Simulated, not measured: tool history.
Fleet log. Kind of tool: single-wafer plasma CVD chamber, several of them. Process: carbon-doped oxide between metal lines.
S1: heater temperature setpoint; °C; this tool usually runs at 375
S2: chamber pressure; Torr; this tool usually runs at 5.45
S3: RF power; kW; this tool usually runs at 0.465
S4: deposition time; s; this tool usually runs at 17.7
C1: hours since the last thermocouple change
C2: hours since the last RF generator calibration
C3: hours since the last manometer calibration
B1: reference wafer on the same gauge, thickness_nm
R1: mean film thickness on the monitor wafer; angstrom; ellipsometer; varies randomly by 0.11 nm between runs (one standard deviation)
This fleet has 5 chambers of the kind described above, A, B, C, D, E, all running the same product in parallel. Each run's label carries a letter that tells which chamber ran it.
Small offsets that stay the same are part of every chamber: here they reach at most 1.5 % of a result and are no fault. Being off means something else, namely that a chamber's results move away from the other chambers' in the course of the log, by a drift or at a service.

run 1B day=0.425 | S1=375 S2=5.45 S3=0.465 S4=17.7 | C1=1277 C2=1386.3 C3=1606.3 | B1=68.482 | R1=825.75
run 2A day=0.742 | S1=375 S2=5.45 S3=0.465 S4=17.7 | C1=1358.2 C2=798.5 C3=278.7 | B1=68.475 | R1=822.05
run 3D day=1.129 | S1=375 S2=5.45 S3=0.465 S4=17.7 | C1=341.2 C2=1421.8 C3=938.2 | B1=68.472 | R1=819.24
run 4E day=1.525 | S1=375 S2=5.45 S3=0.465 S4=17.7 | C1=669.6 C2=2268.7 C3=313.2 | B1=68.467 | R1=832.48
run 5C day=1.767 | S1=375 S2=5.45 S3=0.465 S4=17.7 | C1=349.6 C2=1810.1 C3=1176.6 | B1=68.461 | R1=823.43
run 6C day=2.008 | S1=375 S2=5.45 S3=0.465 S4=17.7 | C1=355.4 C2=1815.9 C3=1182.4 | B1=68.443 | R1=822.73
run 7E day=2.212 | S1=375 S2=5.45 S3=0.465 S4=17.7 | C1=686.1 C2=2285.2 C3=329.7 | B1=68.464 | R1=830.54
run 8A day=2.45 | S1=375 S2=5.45 S3=0.51 S4=17.7 | C1=1399.2 C2=839.5 C3=319.7 | B1=68.421 | R1=872.52
run 9B day=2.796 | S1=375 S2=5.45 S3=0.51 S4=17.7 | C1=1333.9 C2=1443.2 C3=1663.2 | B1=68.44 | R1=872.42
run 10D day=2.992 | S1=375 S2=5.45 S3=0.51 S4=17.7 | C1=385.9 C2=1466.5 C3=982.9 | B1=68.426 | R1=869.01
run 11C day=3.25 | S1=375 S2=5.45 S3=0.51 S4=17.7 | C1=385.2 C2=1845.7 C3=1212.2 | B1=68.434 | R1=872.68
run 12B day=3.579 | S1=375 S2=5.45 S3=0.51 S4=17.7 | C1=1352.7 C2=1462 C3=1682 | B1=68.4 | R1=872.52
run 13A day=3.929 | S1=364 S2=5.45 S3=0.465 S4=17.7 | C1=1434.7 C2=875 C3=355.2 | B1=68.406 | R1=844.43
run 14E day=4.196 | S1=364 S2=5.45 S3=0.465 S4=17.7 | C1=733.7 C2=2332.8 C3=377.3 | B1=68.389 | R1=853.98
run 15D day=4.438 | S1=364 S2=5.45 S3=0.465 S4=17.7 | C1=420.6 C2=1501.2 C3=1017.6 | B1=68.365 | R1=837.84
run 16B day=4.746 | S1=364 S2=5.45 S3=0.465 S4=17.7 | C1=1380.7 C2=1490 C3=1710 | B1=68.379 | R1=845.07
run 17E day=5.004 | S1=364 S2=5.45 S3=0.465 S4=17.7 | C1=753.1 C2=2352.2 C3=396.7 | B1=68.396 | R1=852.97
-- day=5.067 chamber B: capacitance manometer re-zeroed and calibrated
-- day=5.208 chamber E: RF generator calibrated
run 18D day=5.258 | S1=375 S2=5.45 S3=0.465 S4=17.7 | C1=440.3 C2=1520.9 C3=1037.3 | B1=68.376 | R1=816.11
run 19A day=5.683 | S1=375 S2=5.45 S3=0.465 S4=17.7 | C1=1476.8 C2=917.1 C3=397.3 | B1=68.374 | R1=822.82
run 20C day=5.95 | S1=375 S2=5.45 S3=0.465 S4=17.7 | C1=450 C2=1910.5 C3=1277 | B1=68.352 | R1=821.11
run 21A day=6.383 | S1=375 S2=5.45 S3=0.465 S4=17.7 | C1=1493.6 C2=933.9 C3=414.1 | B1=68.315 | R1=823.18
run 22D day=6.825 | S1=375 S2=5.45 S3=0.465 S4=17.7 | C1=477.9 C2=1558.5 C3=1074.9 | B1=68.35 | R1=816.77
run 23C day=7.188 | S1=375 S2=5.45 S3=0.465 S4=17.7 | C1=479.7 C2=1940.2 C3=1306.7 | B1=68.321 | R1=819.98
run 24E day=7.462 | S1=375 S2=5.45 S3=0.465 S4=17.7 | C1=812.1 C2=54.1 C3=455.7 | B1=68.334 | R1=831.98
run 25B day=7.896 | S1=375 S2=5.45 S3=0.465 S4=17.7 | C1=1456.3 C2=1565.6 C3=68 | B1=68.282 | R1=823.53
run 26B day=8.233 | S1=375 S2=5.45 S3=0.465 S4=17.7 | C1=1464.4 C2=1573.7 C3=76.1 | B1=68.294 | R1=821.85
run 27D day=8.654 | S1=375 S2=5.45 S3=0.465 S4=17.7 | C1=521.8 C2=1602.4 C3=1118.8 | B1=68.31 | R1=818.08
run 28C day=9.029 | S1=375 S2=5.45 S3=0.465 S4=17.7 | C1=523.9 C2=1984.4 C3=1350.9 | B1=68.27 | R1=819.9
run 29A day=9.45 | S1=375 S2=5.45 S3=0.465 S4=17.7 | C1=1567.2 C2=1007.5 C3=487.7 | B1=68.269 | R1=820.75
run 30E day=9.892 | S1=375 S2=5.45 S3=0.465 S4=17.7 | C1=870.4 C2=112.4 C3=514 | B1=68.237 | R1=830.68
run 31D day=10.283 | S1=375 S2=5.45 S3=0.465 S4=17.7 | C1=560.9 C2=1641.5 C3=1157.9 | B1=68.251 | R1=814.86
run 32B day=10.642 | S1=375 S2=5.45 S3=0.465 S4=17.7 | C1=1522.2 C2=1631.5 C3=133.9 | B1=68.262 | R1=822.26
-- day=10.788 chamber C: capacitance manometer re-zeroed and calibrated
run 33A day=11.025 | S1=375 S2=5.45 S3=0.465 S4=17.7 | C1=1605 C2=1045.3 C3=525.5 | B1=68.234 | R1=820.85
run 34C day=11.3 | S1=375 S2=5.45 S3=0.465 S4=17.7 | C1=578.4 C2=2038.9 C3=12.4 | B1=68.198 | R1=820.68
run 35E day=11.675 | S1=375 S2=5.45 S3=0.42 S4=17.7 | C1=913.2 C2=155.2 C3=556.8 | B1=68.207 | R1=771.82
run 36A day=11.95 | S1=375 S2=5.45 S3=0.42 S4=17.7 | C1=1627.2 C2=1067.5 C3=547.7 | B1=68.202 | R1=761.9
run 37E day=12.35 | S1=375 S2=5.45 S3=0.42 S4=17.7 | C1=929.4 C2=171.4 C3=573 | B1=68.172 | R1=772.02
run 38C day=12.571 | S1=375 S2=5.45 S3=0.42 S4=17.7 | C1=608.9 C2=2069.4 C3=42.9 | B1=68.184 | R1=761.88
run 39D day=12.85 | S1=375 S2=5.45 S3=0.42 S4=17.7 | C1=622.5 C2=1703.1 C3=1219.5 | B1=68.182 | R1=758.09
run 40B day=13.096 | S1=375 S2=5.45 S3=0.465 S4=17.7 | C1=1581.1 C2=1690.4 C3=192.8 | B1=68.157 | R1=823.17
run 41E day=13.304 | S1=375 S2=5.45 S3=0.51 S4=19.5 | C1=952.3 C2=194.3 C3=595.9 | B1=68.167 | R1=966.84
run 42D day=13.683 | S1=375 S2=5.45 S3=0.51 S4=19.5 | C1=642.5 C2=1723.1 C3=1239.5 | B1=68.16 | R1=949.77
run 43B day=13.975 | S1=375 S2=5.45 S3=0.51 S4=19.5 | C1=1602.2 C2=1711.5 C3=213.9 | B1=68.124 | R1=959.61

Next, all 5 chambers run the settings below, one line each with question marks for the results. What does each chamber give?
run 44A day=14.3 | S1=375 S2=5.45 S3=0.465 S4=21 | R1=?
run 44B day=14.3 | S1=375 S2=5.45 S3=0.465 S4=21 | R1=?
run 44C day=14.3 | S1=375 S2=5.45 S3=0.465 S4=21 | R1=?
run 44D day=14.3 | S1=375 S2=5.45 S3=0.465 S4=21 | R1=?
run 44E day=14.3 | S1=375 S2=5.45 S3=0.465 S4=21 | R1=?

run=44A R1=971.02
run=44B R1=971.09
run=44C R1=968.3
run=44D R1=961.14
run=44E R1=979.57

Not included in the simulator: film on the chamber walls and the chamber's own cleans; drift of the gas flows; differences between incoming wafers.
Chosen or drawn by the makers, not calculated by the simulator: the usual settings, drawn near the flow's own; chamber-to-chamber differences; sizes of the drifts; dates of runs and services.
